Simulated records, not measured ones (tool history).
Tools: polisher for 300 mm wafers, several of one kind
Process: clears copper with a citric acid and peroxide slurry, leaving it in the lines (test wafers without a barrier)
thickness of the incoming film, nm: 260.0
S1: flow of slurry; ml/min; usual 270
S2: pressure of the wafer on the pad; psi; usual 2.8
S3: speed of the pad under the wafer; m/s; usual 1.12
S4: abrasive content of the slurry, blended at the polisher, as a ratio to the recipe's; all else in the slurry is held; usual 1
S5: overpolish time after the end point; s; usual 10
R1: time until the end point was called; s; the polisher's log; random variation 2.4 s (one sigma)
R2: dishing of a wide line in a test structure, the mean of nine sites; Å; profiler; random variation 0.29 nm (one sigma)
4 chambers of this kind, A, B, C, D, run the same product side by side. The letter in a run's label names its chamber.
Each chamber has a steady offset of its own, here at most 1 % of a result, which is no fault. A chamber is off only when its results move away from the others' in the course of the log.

{"run": "1A", "hour": 4.7, "S1": 270, "S2": 2.8, "S3": 1.12, "S4": 1, "S5": 10, "R1": 133.11, "R2": 153.28}
{"run": "2D", "hour": 7.7, "S1": 270, "S2": 2.8, "S3": 1.12, "S4": 1, "S5": 10, "R1": 128.53, "R2": 154.69}
{"run": "3B", "hour": 12.9, "S1": 270, "S2": 2.8, "S3": 1.12, "S4": 1, "S5": 10, "R1": 128.91, "R2": 153.4}
{"run": "4C", "hour": 15.6, "S1": 270, "S2": 2.8, "S3": 1.12, "S4": 1, "S5": 10, "R1": 129.06, "R2": 159.83}
{"run": "5B", "hour": 18.8, "S1": 270, "S2": 2.8, "S3": 1.12, "S4": 1, "S5": 10, "R1": 130.23, "R2": 154.91}
{"run": "6A", "hour": 24.2, "S1": 270, "S2": 2.8, "S3": 1.12, "S4": 1, "S5": 10, "R1": 129.29, "R2": 155.6}
{"run": "7D", "hour": 26.8, "S1": 270, "S2": 2.8, "S3": 1.12, "S4": 1, "S5": 13, "R1": 129.46, "R2": 199.15}
{"hour": 29.6, "done": "chamber A: slurry nozzle cleaned"}
{"hour": 29.9, "done": "chamber C: worn pad replaced by a new one"}
{"run": "8C", "hour": 32.1, "S1": 270, "S2": 2.8, "S3": 1.12, "S4": 1, "S5": 13, "R1": 127.39, "R2": 198.69}
{"run": "9A", "hour": 34.6, "S1": 270, "S2": 2.8, "S3": 1.12, "S4": 1, "S5": 13, "R1": 128.67, "R2": 196.72}
{"run": "10C", "hour": 37.7, "S1": 270, "S2": 2.8, "S3": 1.12, "S4": 1, "S5": 13, "R1": 126.74, "R2": 196.31}
{"run": "11D", "hour": 40.4, "S1": 270, "S2": 2.8, "S3": 1.12, "S4": 1, "S5": 10, "R1": 129.68, "R2": 157.27}
{"hour": 41.3, "done": "chamber D: worn pad replaced by a new one"}
{"run": "12B", "hour": 42.8, "S1": 270, "S2": 2.8, "S3": 1.12, "S4": 1, "S5": 10, "R1": 126.21, "R2": 159.25}
{"hour": 47.2, "done": "chamber B: slurry blender recalibrated"}
{"hour": 47.4, "done": "chamber A: slurry blender recalibrated"}
{"run": "13C", "hour": 48.1, "S1": 270, "S2": 2.8, "S3": 1.12, "S4": 1, "S5": 10, "R1": 125.45, "R2": 161.51}
{"run": "14A", "hour": 52.1, "S1": 270, "S2": 2.8, "S3": 1.12, "S4": 1, "S5": 10, "R1": 129.88, "R2": 158.62}
{"run": "15D", "hour": 54.8, "S1": 270, "S2": 2.8, "S3": 1.12, "S4": 1, "S5": 10, "R1": 126.73, "R2": 152.26}
{"hour": 55.4, "done": "chamber A: worn pad replaced by a new one"}
{"run": "16B", "hour": 57.6, "S1": 270, "S2": 2.8, "S3": 1.12, "S4": 1, "S5": 10, "R1": 126.95, "R2": 158.63}
{"run": "17B", "hour": 60.4, "S1": 270, "S2": 2.8, "S3": 1.36, "S4": 1, "S5": 10, "R1": 102.42, "R2": 181.12}
{"run": "18D", "hour": 63.0, "S1": 270, "S2": 2.8, "S3": 1.36, "S4": 1, "S5": 10, "R1": 103.08, "R2": 187.45}
{"run": "19C", "hour": 67.5, "S1": 270, "S2": 2.8, "S3": 1.36, "S4": 1, "S5": 10, "R1": 104.55, "R2": 188.9}
{"run": "20A", "hour": 73.0, "S1": 270, "S2": 2.8, "S3": 1.36, "S4": 1, "S5": 10, "R1": 101.93, "R2": 183.03}
{"hour": 75.4, "done": "chamber B: worn pad replaced by a new one"}
{"run": "21C", "hour": 76.2, "S1": 270, "S2": 2.8, "S3": 1.12, "S4": 1, "S5": 10, "R1": 127.72, "R2": 153.68}
{"run": "22B", "hour": 80.5, "S1": 270, "S2": 2.8, "S3": 1.12, "S4": 1, "S5": 10, "R1": 129.89, "R2": 156.53}
{"run": "23A", "hour": 85.5, "S1": 270, "S2": 2.8, "S3": 1.12, "S4": 1, "S5": 10, "R1": 123.4, "R2": 158.16}
{"run": "24D", "hour": 90.2, "S1": 270, "S2": 2.8, "S3": 1.12, "S4": 1, "S5": 10, "R1": 128.55, "R2": 151.2}
{"hour": 91.9, "done": "chamber C: worn pad replaced by a new one"}
{"run": "25A", "hour": 95.1, "S1": 270, "S2": 2.8, "S3": 1.28, "S4": 1, "S5": 10, "R1": 111.92, "R2": 183.8}
{"run": "26D", "hour": 99.2, "S1": 270, "S2": 2.8, "S3": 1.28, "S4": 1, "S5": 10, "R1": 110.98, "R2": 177.26}
{"run": "27C", "hour": 104.5, "S1": 270, "S2": 2.8, "S3": 1.28, "S4": 1, "S5": 10, "R1": 111.2, "R2": 176.78}
{"run": "28B", "hour": 108.2, "S1": 270, "S2": 2.8, "S3": 1.28, "S4": 1, "S5": 10, "R1": 110.96, "R2": 177.8}
{"run": "29A", "hour": 112.6, "S1": 270, "S2": 2.2, "S3": 1.12, "S4": 1, "S5": 13, "R1": 162.47, "R2": 156.08}
{"run": "30C", "hour": 117.8, "S1": 270, "S2": 2.2, "S3": 1.12, "S4": 1, "S5": 13, "R1": 159.68, "R2": 160.4}
{"run": "31B", "hour": 121.1, "S1": 270, "S2": 2.2, "S3": 1.12, "S4": 1, "S5": 13, "R1": 159.05, "R2": 160.38}
{"run": "32D", "hour": 126.5, "S1": 270, "S2": 2.2, "S3": 1.12, "S4": 1, "S5": 13, "R1": 157.22, "R2": 159}
{"hour": 129.0, "done": "chamber A: worn pad replaced by a new one"}
{"run": "33A", "hour": 131.1, "S1": 270, "S2": 2.8, "S3": 1.12, "S4": 1, "S5": 10, "R1": 130.22, "R2": 154.08}
{"run": "34C", "hour": 133.7, "S1": 270, "S2": 2.8, "S3": 1.12, "S4": 1, "S5": 10, "R1": 128.97, "R2": 160.68}
{"run": "35B", "hour": 137.9, "S1": 205, "S2": 3.3, "S3": 1.12, "S4": 1, "S5": 10, "R1": 114.59, "R2": 179.42}
{"run": "36D", "hour": 143.2, "S1": 205, "S2": 3.3, "S3": 1.12, "S4": 1, "S5": 10, "R1": 112.99, "R2": 176.73}
{"run": "37C", "hour": 145.7, "S1": 205, "S2": 3.3, "S3": 1.12, "S4": 1, "S5": 10, "R1": 108.55, "R2": 180.31}
{"run": "38D", "hour": 150.3, "S1": 205, "S2": 3.3, "S3": 1.12, "S4": 1, "S5": 10, "R1": 111.51, "R2": 170.51}

All 4 chambers run these settings next. Forecast each chamber's results:
{"run": "39A", "hour": 154.2, "S1": 270, "S2": 2.8, "S3": 1.12, "S4": 1.1, "S5": 10, "R1": "?", "R2": "?"}
{"run": "39B", "hour": 154.2, "S1": 270, "S2": 2.8, "S3": 1.12, "S4": 1.1, "S5": 10, "R1": "?", "R2": "?"}
{"run": "39C", "hour": 154.2, "S1": 270, "S2": 2.8, "S3": 1.12, "S4": 1.1, "S5": 10, "R1": "?", "R2": "?"}
{"run": "39D", "hour": 154.2, "S1": 270, "S2": 2.8, "S3": 1.12, "S4": 1.1, "S5": 10, "R1": "?", "R2": "?"}

run=39A R1=125.15 R2=159.56
run=39B R1=124.74 R2=156.79
run=39C R1=122.15 R2=165.85
run=39D R1=126.82 R2=159.28
